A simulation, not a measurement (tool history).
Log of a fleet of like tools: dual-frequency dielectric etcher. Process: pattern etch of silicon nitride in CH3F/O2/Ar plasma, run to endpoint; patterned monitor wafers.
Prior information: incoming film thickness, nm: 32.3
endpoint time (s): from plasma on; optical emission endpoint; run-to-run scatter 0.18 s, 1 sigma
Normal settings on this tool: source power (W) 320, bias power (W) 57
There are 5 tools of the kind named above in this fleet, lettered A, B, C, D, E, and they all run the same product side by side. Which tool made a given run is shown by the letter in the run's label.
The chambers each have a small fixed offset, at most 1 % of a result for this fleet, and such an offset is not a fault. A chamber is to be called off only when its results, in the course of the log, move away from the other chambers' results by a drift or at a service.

run,hour,source power (W),bias power (W),endpoint time (s)
1B,7.7,320,57,54.916
2D,13.5,320,57,54.714
3E,20.4,320,57,55.24
4A,26.5,320,57,54.864
5C,33,320,57,55.34
6A,37,320,57,54.874
7D,44.2,320,57,54.659
8E,49.6,320,57,55.8
9B,54.1,320,57,55.092
10C,59.6,320,57,55.272
11D,65.9,320,57,54.482
12E,73.3,320,57,55.23
13B,81.1,320,57,54.851
14A,87.1,280,57,57.765
15C,92.7,280,57,58.191
16D,100.3,280,57,57.233
17C,105,280,57,58.022
18A,112.7,280,57,57.954
19E,119,320,57,55.363
20B,124,320,57,55.55
21B,131.8,320,57,55.362
22D,138.4,320,57,54.781
23A,145.5,320,57,54.635
24E,150.8,320,57,55.219
25C,158,320,57,55.297
# hour 161.5: chamber C: wet clean of the chamber
26B,163.7,320,57,54.918
# hour 165.2: chamber A: wet clean of the chamber
27A,170.6,320,57,55.015
28D,174.4,320,57,54.568
29C,182.6,320,57,55.318
30E,189.1,370,57,52.255
31A,195,370,57,52.317
# hour 199.2: chamber A: bias power generator calibrated
32E,202.9,370,57,52.231
33B,209.5,370,57,52.336
34D,217.9,370,57,51.632
35C,224.5,320,57,55.214
36B,231.7,320,65,52.898
37D,240.1,320,65,52.442
38A,247.3,320,65,52.592
39E,254.9,320,65,52.806

For the next run the whole fleet of 5 chambers uses the same settings. Give each chamber's results:
40A,260.9,320,44,?
40B,260.9,320,44,?
40C,260.9,320,44,?
40D,260.9,320,44,?
40E,260.9,320,44,?

run,endpoint time (s)
40A,59.821
40B,59.777
40C,60.169
40D,59.014
40E,60.281

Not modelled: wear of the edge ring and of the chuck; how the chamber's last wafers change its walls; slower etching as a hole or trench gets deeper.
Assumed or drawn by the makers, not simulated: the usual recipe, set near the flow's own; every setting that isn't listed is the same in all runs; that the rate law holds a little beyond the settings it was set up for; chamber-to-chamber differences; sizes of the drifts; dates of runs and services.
